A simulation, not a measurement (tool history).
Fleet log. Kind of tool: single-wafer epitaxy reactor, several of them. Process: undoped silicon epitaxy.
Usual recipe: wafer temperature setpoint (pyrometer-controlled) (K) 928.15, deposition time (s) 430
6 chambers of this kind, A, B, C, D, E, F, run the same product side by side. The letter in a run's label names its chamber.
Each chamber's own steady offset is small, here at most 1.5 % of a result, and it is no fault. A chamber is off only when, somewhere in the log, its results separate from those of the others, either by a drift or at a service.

| run | hour | wafer temperature setpoint (pyrometer-controlled) (K) | deposition time (s) | hours since the last pyrometer calibration | read-back reference wafer on the same gauge, thickness_nm | mean film thickness on the monitor wafer (Å) |
|---|---|---|---|---|---|---|
| 1C | 7.0 | 928.15 | 430 | 1351.3 | 79.820 | 805.52 |
| 2A | 18.7 | 928.15 | 430 | 918.3 | 79.822 | 808.97 |
| 3F | 32.4 | 928.15 | 430 | 1981.5 | 79.803 | 804.80 |
| 4D | 44.7 | 928.15 | 430 | 61.9 | 79.869 | 803.19 |
| 5B | 56.1 | 928.15 | 430 | 1007.6 | 79.848 | 803.22 |
| 6E | 70.4 | 928.15 | 430 | 969.6 | 79.820 | 812.69 |
| 7D | 81.6 | 928.15 | 430 | 98.8 | 79.861 | 803.77 |
| 8B | 94.6 | 928.15 | 430 | 1046.1 | 79.879 | 803.49 |
| 9C | 105.5 | 932.15 | 394 | 1449.8 | 79.879 | 805.37 |
| 10A | 118.7 | 932.15 | 394 | 1018.3 | 79.893 | 809.95 |
|  | 125.4 | chamber B: pyrometer calibrated |
|  | 126.2 | chamber A: pyrometer calibrated |
| 11E | 131.6 | 932.15 | 394 | 1030.8 | 79.890 | 811.31 |
| 12F | 141.1 | 932.15 | 394 | 2090.2 | 79.887 | 805.90 |
| 13D | 154.8 | 932.15 | 394 | 172.0 | 79.927 | 803.01 |
| 14E | 164.9 | 932.15 | 394 | 1064.1 | 79.957 | 812.41 |
| 15C | 178.9 | 928.15 | 430 | 1523.2 | 79.939 | 807.72 |
| 16B | 187.1 | 928.15 | 430 | 61.8 | 79.953 | 804.72 |
| 17A | 193.4 | 928.15 | 513 | 67.3 | 79.950 | 967.81 |
| 18F | 204.1 | 928.15 | 513 | 2153.2 | 79.987 | 965.59 |
| 19E | 213.5 | 928.15 | 513 | 1112.7 | 79.985 | 972.53 |
| 20C | 220.2 | 928.15 | 513 | 1564.5 | 79.977 | 962.24 |
| 21A | 231.4 | 928.15 | 513 | 105.3 | 79.995 | 966.48 |
| 22B | 241.7 | 928.15 | 513 | 116.4 | 79.988 | 958.46 |
| 23F | 256.0 | 928.15 | 430 | 2205.1 | 80.023 | 808.34 |
| 24D | 269.0 | 928.15 | 430 | 286.2 | 80.014 | 802.43 |
| 25C | 283.1 | 928.15 | 430 | 1627.4 | 80.027 | 808.80 |
|  | 288.3 | chamber C: pyrometer calibrated |
| 26F | 296.2 | 928.15 | 430 | 2245.3 | 80.040 | 808.08 |
| 27B | 304.0 | 928.15 | 430 | 178.7 | 80.034 | 805.69 |
| 28D | 313.3 | 928.15 | 430 | 330.5 | 80.027 | 805.29 |
| 29A | 327.2 | 928.15 | 430 | 201.1 | 80.091 | 809.84 |
| 30E | 336.3 | 928.15 | 430 | 1235.5 | 80.081 | 816.53 |
| 31E | 350.9 | 928.15 | 430 | 1250.1 | 80.105 | 817.28 |
| 32F | 359.6 | 915.15 | 361 | 2308.7 | 80.088 | 509.06 |
| 33D | 374.2 | 915.15 | 361 | 391.4 | 80.090 | 506.14 |
| 34C | 385.0 | 915.15 | 361 | 96.7 | 80.095 | 508.92 |
| 35B | 395.5 | 915.15 | 361 | 270.2 | 80.108 | 508.71 |
| 36A | 405.0 | 915.15 | 361 | 278.9 | 80.118 | 510.99 |
| 37A | 417.6 | 915.15 | 361 | 291.5 | 80.117 | 510.03 |
| 38D | 430.8 | 928.15 | 430 | 448.0 | 80.138 | 803.91 |
| 39C | 437.7 | 928.15 | 430 | 149.4 | 80.138 | 808.41 |
| 40B | 444.1 | 941.15 | 364 | 318.8 | 80.144 | 902.03 |
| 41E | 454.7 | 941.15 | 364 | 1353.9 | 80.183 | 908.63 |
| 42F | 466.9 | 941.15 | 364 | 2416.0 | 80.185 | 907.01 |
| 43F | 481.0 | 941.15 | 364 | 2430.1 | 80.186 | 909.07 |
| 44E | 490.2 | 941.15 | 364 | 1389.4 | 80.204 | 908.02 |

All chambers now run identical settings, listed one chamber a line with results as question marks. What results will each chamber show?
| 45A | 500.8 | 928.15 | 430 |  |  | ? |
| 45B | 500.8 | 928.15 | 430 |  |  | ? |
| 45C | 500.8 | 928.15 | 430 |  |  | ? |
| 45D | 500.8 | 928.15 | 430 |  |  | ? |
| 45E | 500.8 | 928.15 | 430 |  |  | ? |
| 45F | 500.8 | 928.15 | 430 |  |  | ? |

| run | mean film thickness on the monitor wafer (Å) |
|---|---|
| 45A | 812.42 |
| 45B | 807.65 |
| 45C | 808.91 |
| 45D | 806.45 |
| 45E | 818.01 |
| 45F | 812.06 |
